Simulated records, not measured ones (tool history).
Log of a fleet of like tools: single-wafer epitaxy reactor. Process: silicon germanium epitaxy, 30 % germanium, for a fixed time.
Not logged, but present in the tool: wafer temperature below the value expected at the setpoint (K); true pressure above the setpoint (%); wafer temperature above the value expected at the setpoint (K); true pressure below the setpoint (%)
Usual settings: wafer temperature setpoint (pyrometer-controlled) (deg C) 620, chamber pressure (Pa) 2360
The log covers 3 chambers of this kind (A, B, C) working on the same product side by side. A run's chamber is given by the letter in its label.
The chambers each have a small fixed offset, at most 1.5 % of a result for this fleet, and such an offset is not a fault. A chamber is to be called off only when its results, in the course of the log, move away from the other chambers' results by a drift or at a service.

run,day,wafer temperature setpoint (pyrometer-controlled) (deg C),chamber pressure (Pa),hours since the last pyrometer calibration,hours since the last manometer calibration,"read-back reference wafer on the same gauge, thickness_nm",mean film thickness on the monitor wafer (angstrom)
1B,0.571,620,2360,852.4,411.7,67.529,794.50
2C,1.142,620,2360,1630.1,1805.1,67.528,805.46
3A,1.475,620,2360,2922.0,1028.1,67.521,796.45
4A,1.867,620,2360,2931.4,1037.5,67.525,796.69
5C,2.217,620,2360,1655.9,1830.9,67.540,804.04
6B,2.712,612,2560,903.8,463.1,67.519,712.04
7C,3.021,612,2560,1675.2,1850.2,67.534,722.84
8A,3.542,612,2560,2971.6,1077.7,67.564,717.58
9B,3.946,620,2360,933.4,492.7,67.546,793.91
10A,4.446,620,2360,2993.3,1099.4,67.566,798.31
# day 4.917: chamber A: capacitance manometer re-zeroed and calibrated
11C,4.975,620,2360,1722.1,1897.1,67.559,805.20
12B,5.508,620,2360,970.9,530.2,67.593,794.88
13C,6.050,620,2360,1747.9,1922.9,67.599,805.37
14B,6.546,620,2360,995.8,555.1,67.589,794.33
15A,7.067,620,2360,3056.2,51.6,67.588,798.29
# day 7.383: chamber A: pyrometer calibrated
16A,7.458,620,2360,1.8,61.0,67.604,800.08
17B,8.017,620,2360,1031.1,590.4,67.617,794.87
18C,8.496,620,2360,1806.6,1981.6,67.654,804.93
19C,9.038,610,2800,1819.6,1994.6,67.645,722.88
20A,9.646,610,2800,54.3,113.5,67.638,718.56
21B,10.038,610,2800,1079.6,638.9,67.644,715.25
22A,10.654,609,2360,78.5,137.7,67.656,660.10
23B,11.146,609,2360,1106.2,665.5,67.675,654.89
24C,11.538,609,2360,1879.6,2054.6,67.678,663.44
25A,11.900,625,1800,108.4,167.6,67.692,782.16
26B,12.371,625,1800,1135.6,694.9,67.689,776.01
27C,12.771,625,1800,1909.2,2084.2,67.692,792.47
# day 13.112: chamber B: pyrometer calibrated
28C,13.333,620,2360,1922.7,2097.7,67.716,806.98
29B,13.617,620,2360,12.1,724.8,67.732,795.87
30A,13.975,620,2360,158.2,217.4,67.720,799.69
31C,14.512,620,2360,1951.0,2126.0,67.730,806.82
32B,14.804,620,2360,40.6,753.3,67.724,798.64
33A,15.212,620,2360,187.9,247.1,67.730,801.84
34B,15.762,620,1986,63.6,776.3,67.734,741.59
35A,16.258,620,1986,213.0,272.2,67.737,746.17
36C,16.654,620,1986,2002.4,2177.4,67.734,753.85
37A,17.008,620,2360,231.0,290.2,67.745,802.55
38B,17.612,620,2360,108.0,820.7,67.776,796.71
39C,17.988,620,2360,2034.4,2209.4,67.753,807.20
40C,18.412,620,2360,2044.6,2219.6,67.778,806.75
41B,19.058,620,2360,142.7,855.4,67.798,798.30
42A,19.388,620,2360,288.1,347.3,67.790,801.16
43C,19.700,620,2360,2075.5,2250.5,67.786,805.83
44A,20.275,620,2360,309.4,368.6,67.816,801.73

The same settings go to every chamber for the next run, one line per chamber below. Forecast the results for each:
45A,20.742,620,2053,,,,?
45B,20.742,620,2053,,,,?
45C,20.742,620,2053,,,,?

run,mean film thickness on the monitor wafer (angstrom)
45A,758.50
45B,752.79
45C,763.01
